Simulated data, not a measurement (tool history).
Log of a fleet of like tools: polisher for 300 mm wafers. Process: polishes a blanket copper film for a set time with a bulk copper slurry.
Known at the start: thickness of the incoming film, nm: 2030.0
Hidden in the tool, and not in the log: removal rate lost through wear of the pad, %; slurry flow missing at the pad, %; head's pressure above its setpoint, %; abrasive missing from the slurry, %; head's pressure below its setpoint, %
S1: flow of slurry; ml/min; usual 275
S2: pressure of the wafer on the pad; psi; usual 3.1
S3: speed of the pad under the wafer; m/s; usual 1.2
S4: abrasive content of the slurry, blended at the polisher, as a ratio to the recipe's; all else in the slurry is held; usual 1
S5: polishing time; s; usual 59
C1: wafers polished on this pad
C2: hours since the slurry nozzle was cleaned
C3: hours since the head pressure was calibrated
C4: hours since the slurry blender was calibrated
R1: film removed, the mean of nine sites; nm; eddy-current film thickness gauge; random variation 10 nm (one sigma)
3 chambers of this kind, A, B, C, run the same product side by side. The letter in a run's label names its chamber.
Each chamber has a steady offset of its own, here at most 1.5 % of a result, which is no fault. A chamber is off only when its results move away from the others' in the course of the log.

Run 1C, hour 6: usual settings; C1 70; C2 308.4; C3 826.4; C4 122.8. Result: R1 782.16 nm.
Run 2B, hour 12.7: usual settings; C1 593; C2 114.3; C3 317.6; C4 150.2. Result: R1 765.23 nm.
Run 3A, hour 23.2: usual settings; C1 793; C2 30; C3 542.8; C4 223.8. Result: R1 783.75 nm.
At hour 24.5: chamber A: worn pad replaced by a new one.
Run 4A, hour 30.9: usual settings; C1 65; C2 37.7; C3 550.5; C4 231.5. Result: R1 797.52 nm.
Run 5B, hour 37.1: usual settings; C1 837; C2 138.7; C3 342; C4 174.6. Result: R1 785.61 nm.
At hour 44.1: chamber C: slurry blender recalibrated.
Run 6C, hour 44.9: usual settings; C1 460; C2 347.3; C3 865.3; C4 0.9. Result: R1 783.6 nm.
At hour 53.1: chamber B: worn pad replaced by a new one.
Run 7B, hour 54.4: usual settings; C1 13; C2 156; C3 359.3; C4 191.9. Result: R1 774.77 nm.
Run 8A, hour 63.3: usual settings; C1 389; C2 70.1; C3 582.9; C4 263.9. Result: R1 782.61 nm.
At hour 67.3: chamber C: worn pad replaced by a new one.
Run 9C, hour 70.1: usual settings; C1 28; C2 372.5; C3 890.5; C4 26.1. Result: R1 790.12 nm.
At hour 75.5: chamber A: head pressure recalibrated.
Run 10A, hour 80.5: usual settings but S5 51 s; C1 561; C2 87.3; C3 5.1; C4 281.1. Result: R1 661.62 nm.
Run 11B, hour 85.6: usual settings but S5 51 s; C1 326; C2 187.2; C3 390.5; C4 223.1. Result: R1 660.37 nm.
Run 12C, hour 95.7: usual settings but S5 51 s; C1 285; C2 398.1; C3 916.1; C4 51.7. Result: R1 691.6 nm.
At hour 102.5: chamber A: worn pad replaced by a new one.
At hour 104.4: chamber A: slurry blender recalibrated.
Run 13C, hour 105.5: usual settings; C1 383; C2 407.9; C3 925.9; C4 61.5. Result: R1 782.25 nm.
Run 14A, hour 113.3: usual settings; C1 108; C2 120.1; C3 37.9; C4 8.9. Result: R1 763.9 nm.
Run 15B, hour 118: usual settings; C1 650; C2 219.6; C3 422.9; C4 255.5. Result: R1 777.85 nm.
At hour 123.8: chamber C: slurry nozzle cleaned.
Run 16B, hour 127.2: usual settings; C1 742; C2 228.8; C3 432.1; C4 264.7. Result: R1 779.4 nm.
At hour 134.2: chamber C: worn pad replaced by a new one.
Run 17C, hour 135.2: usual settings; C1 10; C2 11.4; C3 955.6; C4 91.2. Result: R1 784.09 nm.
Run 18A, hour 144.4: usual settings but S2 2.8 psi, S3 0.94 m/s; C1 419; C2 151.2; C3 69; C4 40. Result: R1 545.99 nm.
At hour 151.2: chamber B: worn pad replaced by a new one.
Run 19A, hour 151.9: usual settings but S2 2.8 psi, S3 0.94 m/s; C1 494; C2 158.7; C3 76.5; C4 47.5. Result: R1 557.88 nm.
Run 20C, hour 161.1: usual settings but S2 2.8 psi, S3 0.94 m/s; C1 270; C2 37.3; C3 981.5; C4 117.1. Result: R1 553.14 nm.
Run 21B, hour 170.2: usual settings but S2 3.7 psi, S5 74 s; C1 190; C2 271.8; C3 475.1; C4 307.7. Result: R1 1177.7 nm.
At hour 171.8: chamber C: slurry blender recalibrated.
Run 22C, hour 176.2: usual settings but S2 3.7 psi, S5 74 s; C1 421; C2 52.4; C3 996.6; C4 4.4. Result: R1 1185 nm.
Run 23A, hour 186.5: usual settings but S2 3.7 psi, S5 74 s; C1 841; C2 193.3; C3 111.1; C4 82.1. Result: R1 1188.6 nm.
Run 24B, hour 195.8: usual settings; C1 447; C2 297.4; C3 500.7; C4 333.3. Result: R1 771.92 nm.
Run 25C, hour 200.4: usual settings; C1 663; C2 76.6; C3 1020.8; C4 28.6. Result: R1 775.33 nm.
Run 26B, hour 210.4: usual settings; C1 593; C2 312; C3 515.3; C4 347.9. Result: R1 764.01 nm.

Next, every chamber runs the same settings. What will each give?
Run 27A, hour 218: usual settings but S1 200 ml/min. Result: R1 ?.
Run 27B, hour 218: usual settings but S1 200 ml/min. Result: R1 ?.
Run 27C, hour 218: usual settings but S1 200 ml/min. Result: R1 ?.

run      R1
27A  743.62
27B  749.85
27C   757.8
